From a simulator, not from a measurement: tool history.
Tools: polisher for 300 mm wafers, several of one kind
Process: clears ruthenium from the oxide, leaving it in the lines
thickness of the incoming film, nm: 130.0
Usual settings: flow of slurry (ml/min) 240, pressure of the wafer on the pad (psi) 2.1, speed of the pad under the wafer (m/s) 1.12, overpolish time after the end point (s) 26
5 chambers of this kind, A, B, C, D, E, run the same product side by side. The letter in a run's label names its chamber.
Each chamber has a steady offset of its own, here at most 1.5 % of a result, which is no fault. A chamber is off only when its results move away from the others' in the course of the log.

run	hour	flow of slurry (ml/min)	pressure of the wafer on the pad (psi)	speed of the pad under the wafer (m/s)	overpolish time after the end point (s)	wafers polished on this pad	hours since the slurry nozzle was cleaned	hours since the head pressure was calibrated	time until the end point was called (s)
# hour 5.7: chamber E: worn pad replaced by a new one
1C	7	240	2.1	1.12	26	436	135.1	390.4	87.569
# hour 10.1: chamber B: head pressure recalibrated
2E	14.6	240	2.1	1.12	26	81	770.3	500.1	90.228
# hour 22: chamber A: worn pad replaced by a new one
3A	26.1	240	2.1	1.12	26	37	222.8	578.2	89.132
# hour 34.3: chamber A: slurry nozzle cleaned
4D	35.1	240	2.1	1.12	26	493	403.1	626.5	87.899
5B	41.4	240	2.1	1.12	26	602	307.8	31.4	88.432
6B	48.5	240	2.1	1.12	26	666	314.9	38.5	89.403
7D	56.5	240	2.1	1.12	26	685	424.5	647.9	87.652
# hour 63: chamber E: slurry nozzle cleaned
8E	68.2	240	2.1	1.12	26	563	5.3	553.7	89.464
9A	73.5	240	2.1	1.12	26	464	39.3	625.6	89.184
10C	83	240	2.1	1.12	26	1121	211.1	466.4	88.028
# hour 88.5: chamber C: worn pad replaced by a new one
# hour 88.5: chamber A: worn pad replaced by a new one
11D	92.9	240	2.1	1.12	26	1013	460.9	684.3	86.807
12B	103.4	240	2.1	1.12	26	1160	369.8	93.4	91.271
# hour 103.8: chamber D: slurry nozzle cleaned
# hour 106: chamber C: slurry nozzle cleaned
13C	113.5	240	2.1	1.12	26	225	7.6	496.9	87.752
# hour 118.6: chamber E: worn pad replaced by a new one
14E	121.8	240	2.1	1.12	26	29	58.9	607.3	88.115
# hour 126.2: chamber D: worn pad replaced by a new one
15A	130.2	240	2.1	1.12	26	375	96	682.3	90.127
16E	136.4	240	2.1	0.88	34	160	73.5	621.9	114.56
17D	142.2	240	2.1	0.88	34	144	38.4	733.6	114.09
18C	148.5	240	2.1	0.88	34	540	42.6	531.9	110.17
# hour 150.4: chamber B: slurry nozzle cleaned
19B	159.2	240	2.1	0.88	34	1663	8.8	149.2	117.77
# hour 167.7: chamber A: worn pad replaced by a new one
20A	170.7	240	2.1	0.88	34	27	136.5	722.8	112.11
21B	180.5	240	2.1	1.12	26	1855	30.1	170.5	92.683
22E	191.8	240	2.1	1.12	26	659	128.9	677.3	90.005
23A	202.3	240	2.1	1.12	26	312	168.1	754.4	88.31
# hour 203.6: chamber C: worn pad replaced by a new one
24C	211.5	240	2.1	1.12	26	71	105.6	594.9	88.396
25D	218.7	240	2.1	1.12	26	833	114.9	810.1	88.536
26E	229.5	240	2.1	1.12	26	999	166.6	715	89.293
# hour 230.4: chamber E: worn pad replaced by a new one
27A	238.8	240	2.6	1.34	26	640	204.6	790.9	60.106
# hour 240.6: chamber D: head pressure recalibrated
# hour 244.6: chamber A: worn pad replaced by a new one
28D	248.9	240	2.6	1.34	26	1105	145.1	8.4	59.715
29C	256.1	240	2.6	1.34	26	473	150.2	639.5	59.374
30B	267.5	240	2.6	1.34	26	2639	117.1	257.5	64.323
# hour 271.8: chamber D: worn pad replaced by a new one
31B	276.2	240	2.6	1.34	26	2717	125.8	266.2	65.493
# hour 281.6: chamber A: slurry nozzle cleaned
32D	286.4	240	2.1	1.12	26	132	182.6	45.9	87.7
33C	291.5	240	2.1	1.12	26	792	185.6	674.9	87.076
34E	301	240	2.1	1.12	26	636	238.1	786.5	88.864
# hour 308.3: chamber A: worn pad replaced by a new one
35A	310.2	240	2.1	1.12	26	17	28.6	862.3	88.604
36B	318.8	240	2.1	1.12	26	3101	168.4	308.8	97.213

Is one chamber off against the others, does the gauge drift, or is nothing wrong? If a chamber is off, say which, and what the likeliest cause is.

Chamber B drifts away from the others.
Cause: removal rate lost through wear of the pad, % = 10.2.
The log may not tell that from: head's pressure below its setpoint, %.

Here are 4 candidates for chamber B's next run, each the usual settings with a change, their results left as question marks. Which one brings its results back in line with what the others give on the usual settings?
In line means no further than this from the other chambers' mean on the usual settings: time until the end point was called (s) 2.7
37B-1	327.2	240	2	1.06	26				?
37B-2	327.2	240	2.2	1.18	26				?
37B-3	327.2	240	2.1	1.06	26				?
37B-4	327.2	240	2.1	1.18	26				?

The other chambers' mean on the usual settings: time until the end point was called (s) 88.509
run	time until the end point was called (s)
37B-1	109.48
37B-2	89.428
37B-3	104.2
37B-4	93.738
37B-2 brings the chamber back in line.

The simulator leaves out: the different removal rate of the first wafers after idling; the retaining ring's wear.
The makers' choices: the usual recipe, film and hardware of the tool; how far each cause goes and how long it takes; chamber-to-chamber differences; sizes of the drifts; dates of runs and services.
